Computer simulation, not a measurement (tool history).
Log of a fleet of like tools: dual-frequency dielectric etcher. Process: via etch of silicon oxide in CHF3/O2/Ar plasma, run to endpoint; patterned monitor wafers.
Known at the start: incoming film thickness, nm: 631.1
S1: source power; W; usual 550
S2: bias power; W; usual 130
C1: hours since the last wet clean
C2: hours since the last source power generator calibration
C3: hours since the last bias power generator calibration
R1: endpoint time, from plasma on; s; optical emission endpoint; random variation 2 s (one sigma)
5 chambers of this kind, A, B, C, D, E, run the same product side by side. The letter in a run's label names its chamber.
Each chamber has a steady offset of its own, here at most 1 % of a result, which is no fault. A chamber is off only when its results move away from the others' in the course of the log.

| run | hour | S1 | S2 | C1 | C2 | C3 | R1 |
|---|---|---|---|---|---|---|---|
| 1D | 5.6 | 550 | 130 | 394.5 | 256.5 | 1200.2 | 364.28 |
| 2E | 13.6 | 550 | 130 | 91.9 | 1476.1 | 2427.9 | 366.11 |
| 3C | 19.9 | 550 | 130 | 52.1 | 617.9 | 3753.3 | 369.27 |
| 4A | 27.0 | 550 | 130 | 54.7 | 3705.0 | 2516.6 | 374.42 |
| 5B | 39.6 | 620 | 130 | 264.0 | 150.6 | 846.2 | 350.52 |
| 6E | 50.3 | 620 | 130 | 128.6 | 1512.8 | 2464.6 | 349.73 |
| 7D | 56.5 | 620 | 130 | 445.4 | 307.4 | 1251.1 | 347.85 |
| 8B | 64.0 | 620 | 130 | 288.4 | 175.0 | 870.6 | 353.83 |
| 9A | 75.6 | 620 | 130 | 103.3 | 3753.6 | 2565.2 | 357.49 |
| 10C | 87.2 | 550 | 130 | 119.4 | 685.2 | 3820.6 | 371.60 |
| 11E | 96.6 | 550 | 130 | 174.9 | 1559.1 | 2510.9 | 367.05 |
| 12C | 108.4 | 550 | 130 | 140.6 | 706.4 | 3841.8 | 369.06 |
| 13B | 115.9 | 550 | 130 | 340.3 | 226.9 | 922.5 | 367.55 |
| 14A | 126.0 | 550 | 130 | 153.7 | 3804.0 | 2615.6 | 369.63 |
|  | 127.1 | chamber D: wet clean of the chamber |
|  | 133.9 | chamber E: bias power generator calibrated |
| 15D | 134.2 | 550 | 130 | 7.1 | 385.1 | 1328.8 | 366.82 |
| 16D | 141.8 | 550 | 130 | 14.7 | 392.7 | 1336.4 | 365.61 |
| 17A | 153.6 | 550 | 130 | 181.3 | 3831.6 | 2643.2 | 371.51 |
|  | 163.3 | chamber B: wet clean of the chamber |
| 18B | 164.5 | 680 | 120 | 1.3 | 275.5 | 971.1 | 348.42 |
| 19C | 171.6 | 680 | 120 | 203.8 | 769.6 | 3905.0 | 347.78 |
| 20E | 182.0 | 680 | 120 | 260.3 | 1644.5 | 48.1 | 346.85 |
| 21D | 192.7 | 680 | 120 | 65.6 | 443.6 | 1387.3 | 348.86 |
| 22A | 201.1 | 680 | 120 | 228.8 | 3879.1 | 2690.7 | 348.07 |
| 23C | 206.9 | 550 | 130 | 239.1 | 804.9 | 3940.3 | 368.76 |
| 24B | 212.6 | 550 | 130 | 49.4 | 323.6 | 1019.2 | 367.81 |
| 25E | 221.7 | 550 | 130 | 300.0 | 1684.2 | 87.8 | 371.29 |
| 26B | 230.3 | 550 | 130 | 67.1 | 341.3 | 1036.9 | 367.84 |
| 27E | 237.4 | 550 | 130 | 315.7 | 1699.9 | 103.5 | 363.45 |
|  | 239.7 | chamber A: bias power generator calibrated |
| 28C | 244.9 | 550 | 130 | 277.1 | 842.9 | 3978.3 | 369.24 |
| 29D | 251.1 | 550 | 130 | 124.0 | 502.0 | 1445.7 | 366.04 |
| 30A | 261.0 | 550 | 142 | 288.7 | 3939.0 | 21.4 | 361.36 |
| 31C | 272.1 | 550 | 142 | 304.3 | 870.1 | 4005.5 | 360.31 |
| 32D | 283.6 | 550 | 142 | 156.5 | 534.5 | 1478.2 | 357.47 |
| 33B | 295.6 | 550 | 142 | 132.4 | 406.6 | 1102.2 | 357.72 |
| 34E | 302.7 | 550 | 142 | 381.0 | 1765.2 | 168.8 | 357.68 |
| 35A | 312.9 | 550 | 130 | 340.6 | 3990.9 | 73.3 | 370.54 |
| 36A | 323.9 | 550 | 130 | 351.6 | 4001.9 | 84.3 | 372.23 |
| 37B | 336.7 | 550 | 130 | 173.5 | 447.7 | 1143.3 | 369.48 |
| 38E | 342.8 | 430 | 101 | 421.1 | 1805.3 | 208.9 | 441.16 |
| 39D | 349.3 | 430 | 101 | 222.2 | 600.2 | 1543.9 | 439.63 |
|  | 355.1 | chamber C: wet clean of the chamber |
| 40C | 361.7 | 430 | 101 | 6.7 | 959.7 | 4095.1 | 437.38 |
| 41B | 369.8 | 430 | 101 | 206.6 | 480.8 | 1176.4 | 435.86 |

All 5 chambers run these settings next. Forecast each chamber's results:
| 42A | 379.0 | 550 | 130 |  |  |  | ? |
| 42B | 379.0 | 550 | 130 |  |  |  | ? |
| 42C | 379.0 | 550 | 130 |  |  |  | ? |
| 42D | 379.0 | 550 | 130 |  |  |  | ? |
| 42E | 379.0 | 550 | 130 |  |  |  | ? |

| run | R1 |
|---|---|
| 42A | 373.79 |
| 42B | 369.40 |
| 42C | 367.24 |
| 42D | 366.71 |
| 42E | 370.21 |

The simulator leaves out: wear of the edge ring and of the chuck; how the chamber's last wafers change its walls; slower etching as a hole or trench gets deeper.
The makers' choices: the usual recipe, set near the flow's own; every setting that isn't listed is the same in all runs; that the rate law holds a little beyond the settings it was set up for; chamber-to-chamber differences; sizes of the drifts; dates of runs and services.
